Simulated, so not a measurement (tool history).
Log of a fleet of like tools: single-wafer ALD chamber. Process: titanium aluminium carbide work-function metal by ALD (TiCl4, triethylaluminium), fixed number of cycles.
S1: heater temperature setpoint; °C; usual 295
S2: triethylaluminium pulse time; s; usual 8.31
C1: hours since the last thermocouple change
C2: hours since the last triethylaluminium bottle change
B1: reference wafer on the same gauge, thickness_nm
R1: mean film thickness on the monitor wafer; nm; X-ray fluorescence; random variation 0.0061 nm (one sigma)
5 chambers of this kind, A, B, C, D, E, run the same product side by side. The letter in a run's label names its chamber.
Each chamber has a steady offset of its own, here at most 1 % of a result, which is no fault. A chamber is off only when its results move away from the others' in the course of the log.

run,hour,S1,S2,C1,C2,B1,R1
1D,3.5,295,8.31,774.9,135.3,1.9607,1.9114
2B,6.4,295,8.31,498.5,493.5,1.9587,1.8981
3A,9.3,295,8.31,1029.3,820.3,1.9608,1.9164
4E,11.8,295,8.31,1390.5,698.4,1.9598,1.8933
5C,16.3,295,8.31,1459.6,109.8,1.9599,1.9061
6C,20.5,295,8.31,1463.8,114,1.9594,1.9175
7A,25.4,295,8.31,1045.4,836.4,1.9611,1.9346
8D,30.4,295,8.31,801.8,162.2,1.9588,1.9105
9B,33,295,8.31,525.1,520.1,1.9602,1.9198
10E,36.6,295,7.28,1415.3,723.2,1.9615,1.8389
11A,41.1,295,7.28,1061.1,852.1,1.9608,1.8841
12C,43.7,295,7.28,1487,137.2,1.9587,1.8602
# hour 43.8: chamber B: triethylaluminium bottle replaced
13D,47.7,295,7.28,819.1,179.5,1.9605,1.8527
14E,51.1,295,7.28,1429.8,737.7,1.9591,1.8392
15B,54.4,303,10.71,546.5,10.6,1.9594,2.0478
16C,59.4,303,10.71,1502.7,152.9,1.9593,2.0657
17D,63.3,303,10.71,834.7,195.1,1.9595,2.025
18E,68.1,303,10.71,1446.8,754.7,1.959,2.0265
19A,71.3,303,10.71,1091.3,882.3,1.9599,2.0667
20B,75.2,295,8.31,567.3,31.4,1.9594,1.9234
21C,79.5,295,8.31,1522.8,173,1.9593,1.9172
22D,84.5,295,8.31,855.9,216.3,1.9611,1.8966
23B,88.7,295,8.31,580.8,44.9,1.9598,1.9132
24E,91.9,295,8.31,1470.6,778.5,1.9615,1.8838
25A,96.3,281,8.31,1116.3,907.3,1.9607,1.809
26E,99.7,281,8.31,1478.4,786.3,1.9585,1.7699
27D,103.5,281,8.31,874.9,235.3,1.9611,1.7598
# hour 105.5: chamber C: thermocouple changed; heater temperature recalibrated
28A,108.2,281,8.31,1128.2,919.2,1.961,1.8212
29B,113.2,281,8.31,605.3,69.4,1.9598,1.7862
30C,118,295,8.31,12.6,211.5,1.9591,1.9209
31C,122.3,295,8.31,16.9,215.8,1.961,1.9072
32E,125.8,295,8.31,1504.5,812.4,1.9577,1.884
33D,128.8,289,8.31,900.2,260.6,1.9607,1.8257
34B,131.1,289,8.31,623.2,87.3,1.9581,1.8662
35A,134.4,289,8.31,1154.4,945.4,1.9611,1.8759
36A,138.9,289,8.31,1158.9,949.9,1.9598,1.8793
37D,143.1,289,8.31,914.5,274.9,1.961,1.817

Is one chamber off against the others, does the gauge drift, or is nothing wrong? If a chamber is off, say which, and what the likeliest cause is.

Chamber D drifts away from the others.
Cause: wafer temperature below the value expected at the setpoint (K) = 5.19.
The log may not tell that from: triethylaluminium dose below that of a fresh bottle (%).

Here are 4 candidates for chamber D's next run, each the usual settings with a change, their results left as question marks. Which one brings its results back in line with what the others give on the usual settings?
In line means no further than this from the other chambers' mean on the usual settings: R1 0.022 nm
38D-1,146.8,295,7.38,,,,?
38D-2,146.8,301,9.75,,,,?
38D-3,146.8,295,9.78,,,,?
38D-4,146.8,290,7.21,,,,?

The other chambers' mean on the usual settings: R1 1.9103 nm
run,R1
38D-1,1.821
38D-2,1.9598
38D-3,1.9084
38D-4,1.7706
38D-3 brings the chamber back in line.

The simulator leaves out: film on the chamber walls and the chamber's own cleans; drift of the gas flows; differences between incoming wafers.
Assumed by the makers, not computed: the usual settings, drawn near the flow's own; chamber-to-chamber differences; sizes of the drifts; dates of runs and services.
